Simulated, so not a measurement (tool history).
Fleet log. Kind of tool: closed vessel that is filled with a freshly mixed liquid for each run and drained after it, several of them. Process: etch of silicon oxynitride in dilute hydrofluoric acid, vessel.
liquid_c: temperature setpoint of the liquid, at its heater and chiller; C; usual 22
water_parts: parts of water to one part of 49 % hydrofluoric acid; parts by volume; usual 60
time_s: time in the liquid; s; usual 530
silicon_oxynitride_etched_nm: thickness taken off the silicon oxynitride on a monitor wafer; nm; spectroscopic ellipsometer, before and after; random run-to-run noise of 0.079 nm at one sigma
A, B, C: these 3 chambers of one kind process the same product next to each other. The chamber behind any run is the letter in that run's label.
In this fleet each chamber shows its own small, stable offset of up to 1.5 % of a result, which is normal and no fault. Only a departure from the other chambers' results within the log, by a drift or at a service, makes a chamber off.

| run | hour | liquid_c | water_parts | time_s | hours since the thermometer was replaced | hours since the hydrofluoric acid flow meter was replaced | read-back film thickness of the silicon oxynitride reference wafer, read on the same gauge (nm) | silicon_oxynitride_etched_nm |
|---|---|---|---|---|---|---|---|---|
| 1C | 7.7 | 22 | 60 | 530 | 650.4 | 355.4 | 39.976 | 15.065 |
| 2A | 19.4 | 22 | 60 | 530 | 1368.2 | 164 | 39.983 | 14.958 |
| 3B | 34.2 | 22 | 60 | 530 | 364.6 | 204.9 | 40.045 | 15.08 |
| 4A | 43.7 | 22 | 60 | 530 | 1392.5 | 188.3 | 40.03 | 14.968 |
| 5C | 51.3 | 22 | 60 | 530 | 694 | 399 | 39.972 | 15.005 |
|  | 57.8 | chamber C: hydrofluoric acid flow meter replaced |
| 6B | 58.8 | 22 | 60 | 530 | 389.2 | 229.5 | 40.003 | 15.157 |
| 7C | 69.1 | 22 | 60 | 530 | 711.8 | 11.4 | 39.995 | 14.991 |
| 8B | 83.4 | 22 | 60 | 530 | 413.8 | 254.1 | 39.958 | 15.175 |
| 9A | 94.3 | 22 | 60 | 530 | 1443.1 | 238.9 | 40.034 | 14.976 |
| 10A | 109.3 | 19 | 40 | 530 | 1458.1 | 253.9 | 40 | 19.615 |
| 11C | 120.4 | 19 | 40 | 530 | 763.1 | 62.7 | 39.99 | 19.481 |
| 12B | 129.4 | 19 | 40 | 530 | 459.8 | 300.1 | 39.98 | 19.77 |
| 13A | 141 | 22 | 60 | 530 | 1489.8 | 285.6 | 40.007 | 14.967 |
| 14B | 155.6 | 22 | 60 | 530 | 486 | 326.3 | 39.991 | 15.236 |
| 15C | 166 | 22 | 60 | 530 | 808.7 | 108.3 | 39.999 | 14.942 |
| 16C | 174 | 18 | 75 | 530 | 816.7 | 116.3 | 39.95 | 9.7897 |
| 17A | 185.2 | 18 | 75 | 530 | 1534 | 329.8 | 39.987 | 9.7514 |
| 18B | 199.6 | 18 | 75 | 530 | 530 | 370.3 | 40.013 | 9.8285 |
| 19B | 214.4 | 22 | 60 | 530 | 544.8 | 385.1 | 40.008 | 15.091 |
| 20C | 229.7 | 22 | 60 | 530 | 872.4 | 172 | 40.038 | 15.148 |
| 21A | 239.2 | 22 | 60 | 530 | 1588 | 383.8 | 39.951 | 14.949 |
| 22A | 252.7 | 22 | 60 | 530 | 1601.5 | 397.3 | 40.013 | 15.127 |
| 23B | 262.1 | 22 | 60 | 530 | 592.5 | 432.8 | 39.992 | 15.083 |
| 24C | 275.8 | 22 | 60 | 530 | 918.5 | 218.1 | 40.048 | 15.111 |
| 25B | 285.9 | 22 | 60 | 530 | 616.3 | 456.6 | 40.05 | 15.017 |
| 26A | 296.7 | 22 | 60 | 530 | 1645.5 | 441.3 | 40.031 | 15.033 |
| 27C | 311.7 | 22 | 60 | 530 | 954.4 | 254 | 40.006 | 15.03 |
| 28C | 325.1 | 22 | 60 | 530 | 967.8 | 267.4 | 40.02 | 14.995 |
| 29A | 335.7 | 22 | 60 | 725 | 1684.5 | 480.3 | 39.994 | 20.446 |
| 30B | 345.2 | 22 | 60 | 725 | 675.6 | 515.9 | 40.015 | 20.212 |
| 31A | 356.2 | 22 | 60 | 725 | 1705 | 500.8 | 40.013 | 20.459 |
| 32B | 372.1 | 22 | 60 | 530 | 702.5 | 542.8 | 39.959 | 14.758 |
| 33C | 386 | 24 | 60 | 815 | 1028.7 | 328.3 | 39.983 | 25.33 |
| 34B | 400.8 | 24 | 60 | 815 | 731.2 | 571.5 | 40.026 | 24.659 |
| 35A | 414.2 | 24 | 60 | 815 | 1763 | 558.8 | 40.032 | 25.459 |
| 36C | 425.1 | 22 | 60 | 530 | 1067.8 | 367.4 | 39.992 | 15.06 |
| 37C | 440.1 | 22 | 60 | 530 | 1082.8 | 382.4 | 39.953 | 15.156 |
| 38B | 454.2 | 22 | 60 | 530 | 784.6 | 624.9 | 40.018 | 14.41 |
| 39A | 467 | 22 | 60 | 530 | 1815.8 | 611.6 | 40.035 | 15.036 |
| 40A | 477.7 | 22 | 60 | 530 | 1826.5 | 622.3 | 39.987 | 15.035 |
| 41B | 486.3 | 22 | 60 | 530 | 816.7 | 657 | 39.995 | 14.289 |

Has any chamber moved away from the others, gradually or after a service, or does the common gauge drift, or do the chambers differ only by their own small steady offsets? State the chamber and the most likely cause if one applies.

It is chamber B that slowly wanders off from its peers.
Likeliest cause: liquid colder than its thermometer reads (K) = 1.22.
Not necessarily distinguishable in this log from: hydrofluoric acid flow below the setpoint (%).

Below are 4 candidate recipes for chamber B's next run, each the usual settings with a change, their results shown as question marks. Which of them brings B's results back in line with what the other chambers give on the usual settings?
Counts as in line when no further than this from what the other chambers average on the usual settings: silicon_oxynitride_etched_nm 0.27 nm
| 42B-1 | 497.6 | 22 | 60 | 555 |  |  |  | ? |
| 42B-2 | 497.6 | 22 | 60 | 505 |  |  |  | ? |
| 42B-3 | 497.6 | 22 | 60 | 575 |  |  |  | ? |
| 42B-4 | 497.6 | 22 | 65 | 530 |  |  |  | ? |

Mean of the other chambers on the usual settings: silicon_oxynitride_etched_nm 15.04 nm
| run | silicon_oxynitride_etched_nm |
|---|---|
| 42B-1 | 14.935 |
| 42B-2 | 13.589 |
| 42B-3 | 15.473 |
| 42B-4 | 13.104 |
It is 42B-1 that realigns the chamber with its peers.
